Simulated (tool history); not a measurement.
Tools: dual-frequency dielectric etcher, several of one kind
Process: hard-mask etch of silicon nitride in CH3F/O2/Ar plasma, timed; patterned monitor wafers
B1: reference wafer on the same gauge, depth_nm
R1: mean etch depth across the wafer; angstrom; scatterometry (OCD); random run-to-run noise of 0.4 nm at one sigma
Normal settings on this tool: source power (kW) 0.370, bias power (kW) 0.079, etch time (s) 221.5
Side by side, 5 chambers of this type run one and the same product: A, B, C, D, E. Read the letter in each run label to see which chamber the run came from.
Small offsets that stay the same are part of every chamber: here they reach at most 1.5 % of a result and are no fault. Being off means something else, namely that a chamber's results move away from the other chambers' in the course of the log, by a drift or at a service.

{"hour": 5.0, "done": "chamber D: wet clean of the chamber"}
{"run": "1B", "hour": 7.8, "source power (kW)": 0.37, "bias power (kW)": 0.079, "etch time (s)": 221.5, "B1": 153.04, "R1": 1556.0}
{"run": "2E", "hour": 15.0, "source power (kW)": 0.37, "bias power (kW)": 0.079, "etch time (s)": 221.5, "B1": 153.04, "R1": 1561.8}
{"run": "3C", "hour": 23.0, "source power (kW)": 0.37, "bias power (kW)": 0.079, "etch time (s)": 221.5, "B1": 152.97, "R1": 1553.0}
{"run": "4D", "hour": 29.0, "source power (kW)": 0.37, "bias power (kW)": 0.079, "etch time (s)": 221.5, "B1": 152.98, "R1": 1549.2}
{"run": "5A", "hour": 32.5, "source power (kW)": 0.37, "bias power (kW)": 0.079, "etch time (s)": 267.0, "B1": 152.85, "R1": 1902.3}
{"run": "6B", "hour": 39.7, "source power (kW)": 0.37, "bias power (kW)": 0.079, "etch time (s)": 267.0, "B1": 152.89, "R1": 1873.3}
{"run": "7E", "hour": 46.1, "source power (kW)": 0.37, "bias power (kW)": 0.079, "etch time (s)": 267.0, "B1": 153.02, "R1": 1884.3}
{"run": "8A", "hour": 51.5, "source power (kW)": 0.37, "bias power (kW)": 0.079, "etch time (s)": 267.0, "B1": 152.9, "R1": 1903.4}
{"run": "9C", "hour": 55.6, "source power (kW)": 0.37, "bias power (kW)": 0.079, "etch time (s)": 267.0, "B1": 152.93, "R1": 1878.2}
{"run": "10D", "hour": 62.0, "source power (kW)": 0.37, "bias power (kW)": 0.079, "etch time (s)": 221.5, "B1": 153.08, "R1": 1548.6}
{"run": "11E", "hour": 69.5, "source power (kW)": 0.37, "bias power (kW)": 0.079, "etch time (s)": 221.5, "B1": 153.0, "R1": 1558.0}
{"run": "12C", "hour": 75.2, "source power (kW)": 0.37, "bias power (kW)": 0.079, "etch time (s)": 160.0, "B1": 153.02, "R1": 1125.8}
{"run": "13D", "hour": 82.0, "source power (kW)": 0.37, "bias power (kW)": 0.079, "etch time (s)": 160.0, "B1": 152.94, "R1": 1114.7}
{"run": "14B", "hour": 89.5, "source power (kW)": 0.37, "bias power (kW)": 0.079, "etch time (s)": 160.0, "B1": 152.92, "R1": 1119.2}
{"run": "15A", "hour": 94.8, "source power (kW)": 0.37, "bias power (kW)": 0.079, "etch time (s)": 160.0, "B1": 152.91, "R1": 1139.8}
{"run": "16D", "hour": 98.7, "source power (kW)": 0.37, "bias power (kW)": 0.079, "etch time (s)": 160.0, "B1": 153.04, "R1": 1115.8}
{"run": "17A", "hour": 102.4, "source power (kW)": 0.37, "bias power (kW)": 0.079, "etch time (s)": 221.5, "B1": 152.85, "R1": 1582.3}
{"run": "18E", "hour": 107.9, "source power (kW)": 0.37, "bias power (kW)": 0.079, "etch time (s)": 221.5, "B1": 152.97, "R1": 1553.8}
{"run": "19B", "hour": 112.0, "source power (kW)": 0.37, "bias power (kW)": 0.079, "etch time (s)": 221.5, "B1": 153.02, "R1": 1551.9}
{"run": "20C", "hour": 118.5, "source power (kW)": 0.41, "bias power (kW)": 0.096, "etch time (s)": 221.5, "B1": 153.04, "R1": 1747.5}
{"run": "21A", "hour": 123.9, "source power (kW)": 0.41, "bias power (kW)": 0.096, "etch time (s)": 221.5, "B1": 153.02, "R1": 1750.5}
{"run": "22D", "hour": 129.7, "source power (kW)": 0.41, "bias power (kW)": 0.096, "etch time (s)": 221.5, "B1": 153.04, "R1": 1730.5}
{"run": "23B", "hour": 134.2, "source power (kW)": 0.41, "bias power (kW)": 0.096, "etch time (s)": 221.5, "B1": 152.88, "R1": 1732.5}
{"run": "24E", "hour": 139.3, "source power (kW)": 0.41, "bias power (kW)": 0.096, "etch time (s)": 221.5, "B1": 152.94, "R1": 1729.9}
{"run": "25C", "hour": 144.7, "source power (kW)": 0.37, "bias power (kW)": 0.079, "etch time (s)": 221.5, "B1": 153.01, "R1": 1563.3}
{"run": "26B", "hour": 150.4, "source power (kW)": 0.37, "bias power (kW)": 0.079, "etch time (s)": 221.5, "B1": 153.0, "R1": 1553.5}
{"run": "27E", "hour": 156.0, "source power (kW)": 0.37, "bias power (kW)": 0.079, "etch time (s)": 221.5, "B1": 153.06, "R1": 1555.8}
{"run": "28A", "hour": 159.8, "source power (kW)": 0.37, "bias power (kW)": 0.079, "etch time (s)": 221.5, "B1": 153.09, "R1": 1575.4}
{"run": "29D", "hour": 166.0, "source power (kW)": 0.37, "bias power (kW)": 0.079, "etch time (s)": 221.5, "B1": 153.06, "R1": 1551.4}
{"run": "30C", "hour": 171.0, "source power (kW)": 0.37, "bias power (kW)": 0.079, "etch time (s)": 221.5, "B1": 153.01, "R1": 1574.6}
{"run": "31A", "hour": 175.2, "source power (kW)": 0.37, "bias power (kW)": 0.096, "etch time (s)": 281.5, "B1": 152.96, "R1": 2146.7}
{"run": "32E", "hour": 182.4, "source power (kW)": 0.37, "bias power (kW)": 0.096, "etch time (s)": 281.5, "B1": 152.95, "R1": 2111.0}
{"run": "33C", "hour": 187.5, "source power (kW)": 0.37, "bias power (kW)": 0.096, "etch time (s)": 281.5, "B1": 152.98, "R1": 2141.7}
{"run": "34B", "hour": 193.7, "source power (kW)": 0.37, "bias power (kW)": 0.096, "etch time (s)": 281.5, "B1": 153.04, "R1": 2121.7}

All chambers now run identical settings, listed one chamber a line with results as question marks. What results will each chamber show?
{"run": "35A", "hour": 199.5, "source power (kW)": 0.44, "bias power (kW)": 0.079, "etch time (s)": 221.5, "R1": "?"}
{"run": "35B", "hour": 199.5, "source power (kW)": 0.44, "bias power (kW)": 0.079, "etch time (s)": 221.5, "R1": "?"}
{"run": "35C", "hour": 199.5, "source power (kW)": 0.44, "bias power (kW)": 0.079, "etch time (s)": 221.5, "R1": "?"}
{"run": "35D", "hour": 199.5, "source power (kW)": 0.44, "bias power (kW)": 0.079, "etch time (s)": 221.5, "R1": "?"}
{"run": "35E", "hour": 199.5, "source power (kW)": 0.44, "bias power (kW)": 0.079, "etch time (s)": 221.5, "R1": "?"}

run=35A R1=1682.6
run=35B R1=1661.5
run=35C R1=1682.3
run=35D R1=1650.6
run=35E R1=1661.2

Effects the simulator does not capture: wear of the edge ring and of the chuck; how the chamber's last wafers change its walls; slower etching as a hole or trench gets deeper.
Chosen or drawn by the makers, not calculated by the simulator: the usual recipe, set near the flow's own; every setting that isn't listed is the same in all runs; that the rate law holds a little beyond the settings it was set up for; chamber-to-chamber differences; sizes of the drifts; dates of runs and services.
